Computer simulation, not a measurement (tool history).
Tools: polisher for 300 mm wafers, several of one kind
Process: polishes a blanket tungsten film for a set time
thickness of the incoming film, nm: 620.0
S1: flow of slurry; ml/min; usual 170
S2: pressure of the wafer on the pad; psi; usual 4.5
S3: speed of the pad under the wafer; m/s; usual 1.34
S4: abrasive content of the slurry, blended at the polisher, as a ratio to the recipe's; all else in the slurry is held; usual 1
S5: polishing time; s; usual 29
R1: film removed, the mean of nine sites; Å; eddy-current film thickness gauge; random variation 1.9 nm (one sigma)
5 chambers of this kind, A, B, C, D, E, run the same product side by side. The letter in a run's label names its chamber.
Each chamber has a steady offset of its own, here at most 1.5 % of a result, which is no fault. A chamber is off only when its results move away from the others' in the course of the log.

run   hour   S1   S2    S3  S4  S5      R1
       3.4  -- chamber E: worn pad replaced by a new one
       8.1  -- chamber C: slurry blender recalibrated
 1C   11.1  170  4.5  1.34   1  29  2324.4
      23.3  -- chamber D: worn pad replaced by a new one
      24.8  -- chamber B: head pressure recalibrated
 2A   27.0  170  4.5  1.34   1  29  2376.5
      36.4  -- chamber A: slurry blender recalibrated
      36.9  -- chamber C: slurry tank refilled with fresh slurry and peroxide
      39.6  -- chamber B: slurry blender recalibrated
 3D   43.3  170  4.5  1.34   1  29  2353.0
      45.1  -- chamber C: worn pad replaced by a new one
 4B   51.6  170  4.5  1.34   1  29  2345.8
      62.1  -- chamber E: slurry nozzle cleaned
 5E   64.0  170  4.5  1.34   1  29  2387.4
      72.8  -- chamber A: slurry tank refilled with fresh slurry and peroxide
 6E   72.8  170  4.5  1.34   1  29  2357.6
 7B   86.7  170  4.5  1.34   1  29  2314.8
      88.6  -- chamber A: worn pad replaced by a new one
      91.2  -- chamber D: slurry tank refilled with fresh slurry and peroxide
      92.3  -- chamber E: worn pad replaced by a new one
 8D   99.7  170  4.5  1.34   1  29  2312.1
     101.6  -- chamber D: slurry blender recalibrated
     102.6  -- chamber B: slurry tank refilled with fresh slurry and peroxide
     105.8  -- chamber D: worn pad replaced by a new one
 9C  114.0  170  4.5  1.34   1  29  2358.5
     117.9  -- chamber C: slurry blender recalibrated
10A  128.5  170  4.5  1.34   1  29  2405.6
     138.1  -- chamber C: worn pad replaced by a new one
11D  142.3  170  4.5  1.34   1  29  2341.0
12B  150.9  170  4.5  1.34   1  29  2303.2
     153.9  -- chamber E: slurry tank refilled with fresh slurry and peroxide
     158.7  -- chamber B: slurry nozzle cleaned
     166.5  -- chamber A: worn pad replaced by a new one
13E  166.6  170  4.5  1.34   1  29  2353.0
     176.0  -- chamber E: worn pad replaced by a new one
     176.6  -- chamber C: slurry tank refilled with fresh slurry and peroxide
14C  179.5  170  4.5  1.34   1  29  2383.6
15A  186.8  170  4.5  1.34   1  29  2383.5
     187.6  -- chamber D: slurry nozzle cleaned
     188.7  -- chamber D: worn pad replaced by a new one
16B  199.9  170  4.5  1.34   1  29  2307.7
     208.8  -- chamber A: slurry tank refilled with fresh slurry and peroxide
17A  212.5  170  5.2  1.34   1  20  1880.6
     221.4  -- chamber C: worn pad replaced by a new one
     222.2  -- chamber C: slurry blender recalibrated
18E  224.6  170  5.2  1.34   1  20  1904.2
19C  240.0  170  5.2  1.34   1  20  1892.1
20D  248.4  170  5.2  1.34   1  20  1862.0
     253.9  -- chamber B: slurry tank refilled with fresh slurry and peroxide
     255.2  -- chamber A: worn pad replaced by a new one
21B  260.9  170  5.2  1.34   1  20  1831.9
     269.5  -- chamber D: worn pad replaced by a new one
22C  270.8  170  4.5  1.34   1  29  2317.3
     272.4  -- chamber E: worn pad replaced by a new one
23E  278.8  170  4.5  1.34   1  29  2371.5
     288.6  -- chamber D: slurry tank refilled with fresh slurry and peroxide
24A  292.4  170  4.5  1.34   1  29  2346.6
     295.7  -- chamber B: head pressure recalibrated
     299.6  -- chamber C: slurry nozzle cleaned
     304.4  -- chamber E: slurry nozzle cleaned
25D  304.4  170  4.5  1.34   1  29  2357.4
     305.1  -- chamber A: head pressure recalibrated
     310.6  -- chamber C: worn pad replaced by a new one
26C  313.3  130  4.5  1.34   1  37  2837.9
     313.7  -- chamber B: slurry blender recalibrated
     316.1  -- chamber C: slurry tank refilled with fresh slurry and peroxide
27D  322.2  130  4.5  1.34   1  37  2846.1
     322.3  -- chamber E: slurry tank refilled with fresh slurry and peroxide
     328.0  -- chamber E: slurry blender recalibrated
28A  336.7  130  4.5  1.34   1  37  2853.7
     345.6  -- chamber D: worn pad replaced by a new one
     345.8  -- chamber C: slurry blender recalibrated
29B  350.5  130  4.5  1.34   1  37  2794.8
     350.8  -- chamber A: worn pad replaced by a new one
     351.9  -- chamber A: slurry tank refilled with fresh slurry and peroxide
     358.7  -- chamber E: head pressure recalibrated
30E  364.6  130  4.5  1.34   1  37  2885.1
     365.5  -- chamber E: worn pad replaced by a new one
     374.0  -- chamber B: slurry tank refilled with fresh slurry and peroxide
31E  374.9  170  4.5  1.78   1  29  3170.1
32C  383.7  170  4.5  1.78   1  29  3098.7
33B  391.1  170  4.5  1.78   1  29  2983.9
34A  400.8  170  4.5  1.78   1  29  3134.5
35D  413.1  170  4.5  1.78   1  29  3055.0
36B  420.9  170  4.5  1.70   1  29  2881.9
37E  433.1  170  4.5  1.70   1  29  3039.3

Next, every chamber runs the same settings. What will each give?
38A  445.0  170  4.5  1.34   1  29   ?
38B  445.0  170  4.5  1.34   1  29   ?
38C  445.0  170  4.5  1.34   1  29   ?
38D  445.0  170  4.5  1.34   1  29   ?
38E  445.0  170  4.5  1.34   1  29   ?

run      R1
38A  2376.6
38B  2226.6
38C  2340.2
38D  2331.7
38E  2385.8

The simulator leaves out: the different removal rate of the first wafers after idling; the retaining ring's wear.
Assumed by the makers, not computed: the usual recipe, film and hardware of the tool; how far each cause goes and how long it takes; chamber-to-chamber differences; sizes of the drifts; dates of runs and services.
